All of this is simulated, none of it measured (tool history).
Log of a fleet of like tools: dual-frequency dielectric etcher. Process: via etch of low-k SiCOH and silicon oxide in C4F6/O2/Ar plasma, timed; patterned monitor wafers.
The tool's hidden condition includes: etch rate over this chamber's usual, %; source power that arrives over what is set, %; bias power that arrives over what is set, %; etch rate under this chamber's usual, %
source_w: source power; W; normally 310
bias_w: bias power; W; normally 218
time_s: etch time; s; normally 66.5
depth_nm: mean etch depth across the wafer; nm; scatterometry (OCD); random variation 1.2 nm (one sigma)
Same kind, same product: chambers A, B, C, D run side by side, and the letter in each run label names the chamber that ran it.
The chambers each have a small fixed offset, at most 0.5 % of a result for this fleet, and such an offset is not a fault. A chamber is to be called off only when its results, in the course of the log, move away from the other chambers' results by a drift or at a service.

run,hour,source_w,bias_w,time_s,hours since the last wet clean,hours since the last source power generator calibration,hours since the last bias power generator calibration,"read-back reference wafer on the same gauge, depth_nm",depth_nm
# hour 2.6: chamber C: wet clean of the chamber
1C,4.5,310,218,66.5,1.9,2087.8,445.0,158.94,166.39
2B,8.0,310,218,66.5,385.5,611.0,3106.5,159.12,166.27
3D,11.6,310,218,66.5,298.5,12.4,202.1,159.03,167.80
4A,16.0,310,218,66.5,291.9,791.8,1094.7,158.93,169.06
5C,19.0,310,218,66.5,16.4,2102.3,459.5,159.01,167.06
6B,21.2,310,218,66.5,398.7,624.2,3119.7,159.09,166.13
7A,24.2,310,218,66.5,300.1,800.0,1102.9,158.94,168.77
8D,27.7,310,218,66.5,314.6,28.5,218.2,158.96,168.68
9B,30.6,230,250,66.5,408.1,633.6,3129.1,159.07,156.34
10C,33.2,230,250,66.5,30.6,2116.5,473.7,159.17,155.52
11D,37.1,230,250,66.5,324.0,37.9,227.6,158.88,157.00
12A,39.7,230,250,66.5,315.6,815.5,1118.4,158.99,157.79
13B,41.7,310,218,66.5,419.2,644.7,3140.2,158.68,167.23
14A,45.6,310,218,66.5,321.5,821.4,1124.3,158.70,168.72
15D,48.3,310,218,66.5,335.2,49.1,238.8,159.02,168.74
16C,50.5,310,218,66.5,47.9,2133.8,491.0,158.89,168.13
# hour 51.5: chamber A: wet clean of the chamber
17A,54.9,310,218,66.5,3.4,830.7,1133.6,158.96,167.26
18C,57.7,310,218,66.5,55.1,2141.0,498.2,158.83,165.17
19D,60.4,310,218,66.5,347.3,61.2,250.9,158.91,167.55
20B,64.9,310,218,66.5,442.4,667.9,3163.4,158.98,167.79
21B,67.0,310,218,66.5,444.5,670.0,3165.5,159.03,166.09
22A,71.4,310,218,66.5,19.9,847.2,1150.1,159.20,166.11
23D,75.9,310,218,66.5,362.8,76.7,266.4,159.10,168.06
24C,80.4,310,218,66.5,77.8,2163.7,520.9,159.18,167.67
25B,84.2,310,218,66.5,461.7,687.2,3182.7,159.37,167.96
26D,88.2,260,218,66.5,375.1,89.0,278.7,159.33,155.75
# hour 88.4: chamber B: wet clean of the chamber
27A,91.7,260,218,66.5,40.2,867.5,1170.4,158.99,157.65
28C,95.9,260,218,66.5,93.3,2179.2,536.4,158.86,156.65
29D,98.6,260,218,66.5,385.5,99.4,289.1,159.15,155.19
30C,101.1,310,218,66.5,98.5,2184.4,541.6,159.07,166.26
31B,105.1,310,218,66.5,16.7,708.1,3203.6,159.23,160.72
32A,108.3,310,218,66.5,56.8,884.1,1187.0,159.06,167.38
33B,111.1,310,218,66.5,22.7,714.1,3209.6,159.15,160.02
34C,114.0,310,218,66.5,111.4,2197.3,554.5,159.15,168.57
35D,117.5,310,218,66.5,404.4,118.3,308.0,159.04,167.46
36A,120.2,310,218,66.5,68.7,896.0,1198.9,159.05,166.19
37C,122.3,310,259,66.5,119.7,2205.6,562.8,158.98,174.41
38B,125.5,310,259,66.5,37.1,728.5,3224.0,158.78,171.02
39A,128.7,310,259,66.5,77.2,904.5,1207.4,158.84,177.88
40D,133.3,310,259,66.5,420.2,134.1,323.8,159.10,177.94
41B,136.0,310,218,66.5,47.6,739.0,3234.5,159.08,160.57
42C,139.9,310,218,66.5,137.3,2223.2,580.4,159.07,168.02

One chamber off, gauge drift, or nothing amiss beyond the chambers' own small offsets? If it is a chamber, which one, and what is the likeliest cause?

A service on chamber B put it out of line with the rest.
Most likely cause: etch rate under this chamber's usual, % = 4.55.

Chamber B could run next with any of the 4 candidate recipes listed below; each alters the usual settings, and their results appear as question marks. Which one brings its results back in line with what the other chambers deliver on the usual settings?
In line means no further than this from the other chambers' mean on the usual settings: depth_nm 4.10 nm
43B-1,143.2,310,276,66.5,,,,,?
43B-2,143.2,310,214,61.0,,,,,?
43B-3,143.2,310,220,69.0,,,,,?
43B-4,143.2,290,206,66.5,,,,,?

Other chambers, usual settings, mean: depth_nm 167.42 nm
run,depth_nm
43B-1,173.35
43B-2,145.80
43B-3,166.45
43B-4,152.92
Change 43B-3 lands the chamber within the allowed miss of the other chambers.

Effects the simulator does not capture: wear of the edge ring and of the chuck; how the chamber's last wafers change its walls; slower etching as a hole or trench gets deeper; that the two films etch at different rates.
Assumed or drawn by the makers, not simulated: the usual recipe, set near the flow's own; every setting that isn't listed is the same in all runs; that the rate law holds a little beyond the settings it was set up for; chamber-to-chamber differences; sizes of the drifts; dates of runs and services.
